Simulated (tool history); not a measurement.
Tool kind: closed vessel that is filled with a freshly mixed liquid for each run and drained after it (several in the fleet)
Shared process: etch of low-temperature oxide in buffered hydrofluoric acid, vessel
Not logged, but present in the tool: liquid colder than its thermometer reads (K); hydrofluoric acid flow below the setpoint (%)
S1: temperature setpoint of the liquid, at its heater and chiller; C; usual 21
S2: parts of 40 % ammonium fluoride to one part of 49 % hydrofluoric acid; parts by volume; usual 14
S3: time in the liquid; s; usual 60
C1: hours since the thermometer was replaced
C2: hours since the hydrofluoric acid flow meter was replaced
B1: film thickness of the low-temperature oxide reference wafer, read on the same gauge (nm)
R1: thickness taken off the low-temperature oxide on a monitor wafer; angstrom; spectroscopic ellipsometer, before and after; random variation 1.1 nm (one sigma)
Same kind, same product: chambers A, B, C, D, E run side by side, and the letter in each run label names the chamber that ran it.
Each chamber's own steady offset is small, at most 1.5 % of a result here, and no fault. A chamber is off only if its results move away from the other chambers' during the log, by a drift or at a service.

run 1E day=0.279 | S1=21 S2=14 S3=60 | C1=700.1 C2=786.9 | B1=150.06 | R1=1115.3
run 2D day=0.796 | S1=21 S2=14 S3=60 | C1=295.2 C2=580.6 | B1=150.02 | R1=1083.5
run 3B day=1.208 | S1=21 S2=14 S3=60 | C1=1202.5 C2=1041.8 | B1=149.95 | R1=1091.8
run 4A day=1.575 | S1=21 S2=14 S3=60 | C1=1555.6 C2=501.7 | B1=150.02 | R1=1083.8
run 5C day=2.012 | S1=21 S2=14 S3=60 | C1=157.1 C2=844.7 | B1=150.01 | R1=1081.3
run 6A day=2.383 | S1=21 S2=14 S3=60 | C1=1575 C2=521.1 | B1=149.98 | R1=1075.8
run 7B day=2.846 | S1=21 S2=14 S3=60 | C1=1241.8 C2=1081.1 | B1=150.01 | R1=1090.4
run 8E day=3.146 | S1=22.5 S2=17 S3=60 | C1=768.9 C2=855.7 | B1=150.01 | R1=997.87
run 9C day=3.7 | S1=22.5 S2=17 S3=60 | C1=197.6 C2=885.2 | B1=150.04 | R1=978.3
run 10D day=4.117 | S1=22.5 S2=17 S3=60 | C1=374.9 C2=660.3 | B1=149.96 | R1=980.95
run 11D day=4.442 | S1=22.5 S2=17 S3=60 | C1=382.7 C2=668.1 | B1=149.97 | R1=980.04
run 12E day=5.017 | S1=22.5 S2=17 S3=60 | C1=813.8 C2=900.6 | B1=149.97 | R1=995.23
run 13B day=5.358 | S1=21 S2=14 S3=60 | C1=1302.1 C2=1141.4 | B1=150.07 | R1=1106.2
run 14C day=5.858 | S1=21 S2=14 S3=60 | C1=249.4 C2=937 | B1=150 | R1=1074.6
run 15A day=6.408 | S1=21 S2=14 S3=60 | C1=1671.6 C2=617.7 | B1=150.05 | R1=1052.4
-- day=6.496 chamber D: hydrofluoric acid flow meter replaced
run 16B day=6.829 | S1=21 S2=14 S3=60 | C1=1337.4 C2=1176.7 | B1=150.02 | R1=1102
run 17E day=7.417 | S1=21 S2=14 S3=60 | C1=871.4 C2=958.2 | B1=150.01 | R1=1096.2
run 18A day=7.738 | S1=21 S2=14 S3=60 | C1=1703.5 C2=649.6 | B1=149.99 | R1=1025.2
run 19D day=8.017 | S1=21 S2=14 S3=60 | C1=468.5 C2=36.6 | B1=150.02 | R1=1084.3
run 20C day=8.404 | S1=21 S2=14 S3=60 | C1=310.5 C2=998.1 | B1=150.03 | R1=1073.3
run 21D day=8.929 | S1=21 S2=14 S3=60 | C1=490.4 C2=58.5 | B1=149.99 | R1=1089.1
run 22B day=9.517 | S1=21 S2=16 S3=75 | C1=1401.9 C2=1241.2 | B1=150.02 | R1=1203.6
run 23A day=9.788 | S1=21 S2=16 S3=75 | C1=1752.7 C2=698.8 | B1=150 | R1=1107.4
run 24C day=10.067 | S1=21 S2=16 S3=75 | C1=350.4 C2=1038 | B1=150.01 | R1=1180.1
-- day=10.467 chamber E: thermometer replaced
run 25E day=10.538 | S1=21 S2=16 S3=75 | C1=1.8 C2=1033.1 | B1=150.02 | R1=1220.4
run 26D day=11.125 | S1=21 S2=16 S3=75 | C1=543.1 C2=111.2 | B1=150.02 | R1=1204.9
run 27E day=11.646 | S1=21 S2=14 S3=60 | C1=28.4 C2=1059.7 | B1=149.99 | R1=1080.5
run 28B day=12.075 | S1=21 S2=14 S3=60 | C1=1463.3 C2=1302.6 | B1=150.06 | R1=1078.4
run 29A day=12.679 | S1=21 S2=14 S3=60 | C1=1822.1 C2=768.2 | B1=150.02 | R1=1007.6
run 30C day=13.062 | S1=21 S2=14 S3=60 | C1=422.3 C2=1109.9 | B1=150 | R1=1075.3
run 31A day=13.388 | S1=21 S2=14 S3=60 | C1=1839.1 C2=785.2 | B1=149.99 | R1=975.6
run 32D day=13.746 | S1=21 S2=14 S3=60 | C1=606 C2=174.1 | B1=149.98 | R1=1089.2

All chambers now run identical settings, listed one chamber a line with results as question marks. What results will each chamber show?
run 33A day=14.188 | S1=17 S2=14 S3=60 | R1=?
run 33B day=14.188 | S1=17 S2=14 S3=60 | R1=?
run 33C day=14.188 | S1=17 S2=14 S3=60 | R1=?
run 33D day=14.188 | S1=17 S2=14 S3=60 | R1=?
run 33E day=14.188 | S1=17 S2=14 S3=60 | R1=?

run=33A R1=789.82
run=33B R1=882.18
run=33C R1=874.18
run=33D R1=861.27
run=33E R1=868.68
